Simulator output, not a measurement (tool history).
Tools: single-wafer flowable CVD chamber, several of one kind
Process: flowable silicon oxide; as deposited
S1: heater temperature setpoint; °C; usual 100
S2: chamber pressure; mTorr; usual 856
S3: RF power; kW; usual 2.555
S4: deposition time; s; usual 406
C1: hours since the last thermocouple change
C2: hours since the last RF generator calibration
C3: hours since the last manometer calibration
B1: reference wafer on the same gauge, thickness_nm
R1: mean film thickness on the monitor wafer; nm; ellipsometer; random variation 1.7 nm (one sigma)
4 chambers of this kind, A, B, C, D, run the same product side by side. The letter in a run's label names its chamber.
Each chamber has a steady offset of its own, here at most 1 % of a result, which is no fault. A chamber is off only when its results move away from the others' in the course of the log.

Run 1C, hour 11.6: usual settings; C1 497.9; C2 1352.1; C3 1475; B1 237.99. Result: R1 278.52 nm.
Run 2B, hour 16.8: usual settings; C1 997.8; C2 2605.2; C3 1744.4; B1 238. Result: R1 281.66 nm.
Run 3A, hour 27: usual settings; C1 473.3; C2 1224; C3 1084.4; B1 237.97. Result: R1 280.24 nm.
Run 4D, hour 32.8: usual settings; C1 292.3; C2 1572.2; C3 1031.6; B1 237.94. Result: R1 277.8 nm.
Run 5C, hour 42.8: usual settings; C1 529.1; C2 1383.3; C3 1506.2; B1 238.04. Result: R1 279.36 nm.
At hour 48.4: chamber B: RF generator calibrated.
Run 6B, hour 51.3: usual settings; C1 1032.3; C2 3; C3 1778.9; B1 238.2. Result: R1 280.85 nm.
Run 7D, hour 61.6: usual settings; C1 321.1; C2 1601; C3 1060.4; B1 238.27. Result: R1 279.34 nm.
Run 8A, hour 73.1: usual settings; C1 519.4; C2 1270.1; C3 1130.5; B1 237.87. Result: R1 277.99 nm.
At hour 80.6: chamber C: RF generator calibrated.
Run 9C, hour 82.7: usual settings; C1 569; C2 2.2; C3 1546.1; B1 237.98. Result: R1 280.26 nm.
Run 10D, hour 93.3: usual settings; C1 352.8; C2 1632.7; C3 1092.1; B1 237.96. Result: R1 276.78 nm.
Run 11B, hour 98.4: usual settings; C1 1079.4; C2 50.1; C3 1826; B1 238.15. Result: R1 283.84 nm.
Run 12A, hour 107.9: usual settings; C1 554.2; C2 1304.9; C3 1165.3; B1 237.8. Result: R1 278.22 nm.
At hour 115.2: chamber B: thermocouple changed; heater temperature recalibrated.
Run 13D, hour 115.5: usual settings; C1 375; C2 1654.9; C3 1114.3; B1 238.24. Result: R1 276.07 nm.
Run 14B, hour 120.5: usual settings but S1 92 °C, S4 482 s; C1 5.4; C2 72.2; C3 1848.1; B1 238.05. Result: R1 431.78 nm.
Run 15A, hour 132.3: usual settings but S1 92 °C, S4 482 s; C1 578.6; C2 1329.3; C3 1189.7; B1 238.11. Result: R1 433.23 nm.
Run 16C, hour 140.7: usual settings but S1 92 °C, S4 482 s; C1 627; C2 60.2; C3 1604.1; B1 238.08. Result: R1 433.08 nm.
Run 17B, hour 149: usual settings but S1 92 °C, S4 482 s; C1 33.9; C2 100.7; C3 1876.6; B1 238.23. Result: R1 434.93 nm.
Run 18A, hour 154.8: usual settings; C1 601.1; C2 1351.8; C3 1212.2; B1 237.86. Result: R1 279.82 nm.
Run 19C, hour 161.5: usual settings; C1 647.8; C2 81; C3 1624.9; B1 237.84. Result: R1 278.52 nm.
Run 20D, hour 170.2: usual settings; C1 429.7; C2 1709.6; C3 1169; B1 237.83. Result: R1 276.08 nm.
Run 21A, hour 182: usual settings; C1 628.3; C2 1379; C3 1239.4; B1 238.27. Result: R1 283.27 nm.
Run 22D, hour 189.6: usual settings; C1 449.1; C2 1729; C3 1188.4; B1 237.74. Result: R1 276.34 nm.
At hour 197.9: chamber D: RF generator calibrated.
Run 23B, hour 200: usual settings; C1 84.9; C2 151.7; C3 1927.6; B1 238. Result: R1 279.42 nm.
Run 24C, hour 205.1: usual settings but S2 949 mTorr; C1 691.4; C2 124.6; C3 1668.5; B1 237.87. Result: R1 316.22 nm.
Run 25D, hour 211.4: usual settings but S2 949 mTorr; C1 470.9; C2 13.5; C3 1210.2; B1 238.12. Result: R1 317.77 nm.
Run 26B, hour 221.1: usual settings but S2 949 mTorr; C1 106; C2 172.8; C3 1948.7; B1 237.99. Result: R1 315.24 nm.
Run 27A, hour 228: usual settings but S2 949 mTorr; C1 674.3; C2 1425; C3 1285.4; B1 237.99. Result: R1 325.53 nm.
Run 28C, hour 234.9: usual settings; C1 721.2; C2 154.4; C3 1698.3; B1 237.93. Result: R1 281.77 nm.
Run 29A, hour 241.4: usual settings but S2 750 mTorr; C1 687.7; C2 1438.4; C3 1298.8; B1 238.05. Result: R1 243.48 nm.
Run 30C, hour 247.9: usual settings but S2 750 mTorr; C1 734.2; C2 167.4; C3 1711.3; B1 238.2. Result: R1 233.24 nm.
Run 31D, hour 258.9: usual settings but S2 750 mTorr; C1 518.4; C2 61; C3 1257.7; B1 238.03. Result: R1 233.14 nm.
Run 32B, hour 270.2: usual settings but S2 750 mTorr; C1 155.1; C2 221.9; C3 1997.8; B1 237.83. Result: R1 234.96 nm.
Run 33B, hour 279.3: usual settings; C1 164.2; C2 231; C3 2006.9; B1 237.89. Result: R1 280.99 nm.
Run 34C, hour 289.2: usual settings but S1 112 °C; C1 775.5; C2 208.7; C3 1752.6; B1 238.06. Result: R1 188.02 nm.
Run 35D, hour 297.5: usual settings but S1 112 °C; C1 557; C2 99.6; C3 1296.3; B1 238.14. Result: R1 186.4 nm.
Run 36A, hour 309.3: usual settings but S1 112 °C; C1 755.6; C2 1506.3; C3 1366.7; B1 238.07. Result: R1 198.92 nm.
Run 37D, hour 318.2: usual settings but S1 112 °C; C1 577.7; C2 120.3; C3 1317; B1 237.73. Result: R1 188.6 nm.
Run 38B, hour 324.8: usual settings but S2 694 mTorr, S4 372 s; C1 209.7; C2 276.5; C3 2052.4; B1 237.92. Result: R1 192.04 nm.
Run 39A, hour 333.6: usual settings but S2 694 mTorr, S4 372 s; C1 779.9; C2 1530.6; C3 1391; B1 238.26. Result: R1 208.03 nm.
Run 40C, hour 343.4: usual settings but S2 694 mTorr, S4 372 s; C1 829.7; C2 262.9; C3 1806.8; B1 237.61. Result: R1 192.56 nm.

All 4 chambers run these settings next. Forecast each chamber's results:
Run 41A, hour 351.8: usual settings but S3 3.02 kW. Result: R1 ?.
Run 41B, hour 351.8: usual settings but S3 3.02 kW. Result: R1 ?.
Run 41C, hour 351.8: usual settings but S3 3.02 kW. Result: R1 ?.
Run 41D, hour 351.8: usual settings but S3 3.02 kW. Result: R1 ?.

run      R1
41A   299.5
41B   289.5
41C  286.29
41D  285.48
